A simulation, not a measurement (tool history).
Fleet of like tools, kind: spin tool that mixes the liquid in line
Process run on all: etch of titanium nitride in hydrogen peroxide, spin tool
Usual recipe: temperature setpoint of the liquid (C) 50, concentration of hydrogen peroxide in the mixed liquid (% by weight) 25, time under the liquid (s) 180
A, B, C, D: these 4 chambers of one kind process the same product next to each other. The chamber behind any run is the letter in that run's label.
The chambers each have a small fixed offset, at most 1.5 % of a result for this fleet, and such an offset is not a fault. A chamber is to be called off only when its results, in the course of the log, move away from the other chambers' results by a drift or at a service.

run,day,temperature setpoint of the liquid (C),concentration of hydrogen peroxide in the mixed liquid (% by weight),time under the liquid (s),hours since the thermometer was replaced,hours since the peroxide flow meter was replaced,hours since the heated supply line was repaired,hours since the drum of peroxide was connected,"read-back film thickness of the titanium nitride reference wafer, read on the same gauge (nm)",thickness taken off the titanium nitride on a monitor wafer (angstrom)
1B,0.296,50,25,180,1569.4,749,352.6,16.4,80.01,59.995
2D,0.521,50,25,180,246.5,608,1914.9,90.4,80.011,60.507
3C,0.775,50,25,180,380.8,700.8,181.6,669.4,79.973,59.955
4A,0.962,50,25,180,835.1,843.3,85.3,271,80.009,59.386
5C,1.154,50,25,180,389.9,709.9,190.7,678.5,79.948,60.264
6A,1.404,50,25,180,845.7,853.9,95.9,281.6,79.971,59.058
7B,1.742,50,25,180,1604.1,783.7,387.3,51.1,80.023,60.446
8D,1.971,50,25,180,281.3,642.8,1949.7,125.2,80.032,60.925
9B,2.325,50,25,180,1618.1,797.7,401.3,65.1,79.991,60.587
10D,2.621,50,25,180,296.9,658.4,1965.3,140.8,80.003,60.495
11C,2.983,50,25,180,433.8,753.8,234.6,722.4,80.022,60.087
12A,3.183,50,25,180,888.4,896.6,138.6,324.3,79.979,59.302
13B,3.492,50,25,180,1646.1,825.7,429.3,93.1,79.983,60.644
14D,3.775,50,25,180,324.6,686.1,1993,168.5,80.014,60.27
15C,3.971,50,25,180,457.5,777.5,258.3,746.1,80.033,60.766
16A,4.129,50,25,180,911.1,919.3,161.3,347,79.999,58.965
17A,4.408,50,25,180,917.8,926,168,353.7,80.024,58.836
18D,4.717,50,25,180,347.2,708.7,2015.6,191.1,79.98,61.07
19B,4.9,50,25,180,1679.9,859.5,463.1,126.9,80.009,59.059
20C,5.079,50,25,180,484.1,804.1,284.9,772.7,80.011,60.503
21A,5.242,50,25,180,937.8,946,188,373.7,80.038,59.446
22D,5.571,50,25,275,367.7,729.2,2036.1,211.6,79.989,92.468
# day 5.846: chamber A: thermometer replaced
23B,5.846,50,25,275,1702.6,882.2,485.8,149.6,79.994,88.881
24C,6.104,50,25,275,508.7,828.7,309.5,797.3,80.011,92.891
25C,6.404,50,25,275,515.9,835.9,316.7,804.5,79.978,91.514
26A,6.65,50,25,180,19.4,979.8,221.8,407.5,80.017,59.428
27D,6.817,50,25,180,397.6,759.1,2066,241.5,79.972,60.752
28B,7.046,50,25,180,1731.4,911,514.6,178.4,79.997,57.27
29C,7.258,50,25,180,536.4,856.4,337.2,825,79.982,60.442
30D,7.55,50,25,180,415.2,776.7,2083.6,259.1,79.974,60.671
31A,7.862,50,25,180,48.5,1008.9,250.9,436.6,79.988,59.19
# day 7.942: chamber B: thermometer replaced
32B,8.192,50,25,180,6.1,938.5,542.1,205.9,80.05,57.272
33A,8.562,50,25,180,65.3,1025.7,267.7,453.4,80.006,59.262
34C,8.875,50,25,180,575.2,895.2,376,863.8,80.001,60.087
35B,9.146,50,25,180,29,961.4,565,228.8,80.034,56.48

Next, every chamber runs the same settings. What will each give?
36A,9.412,55,25,180,,,,,,?
36B,9.412,55,25,180,,,,,,?
36C,9.412,55,25,180,,,,,,?
36D,9.412,55,25,180,,,,,,?

run,thickness taken off the titanium nitride on a monitor wafer (angstrom)
36A,84.044
36B,80.723
36C,85.637
36D,87.305
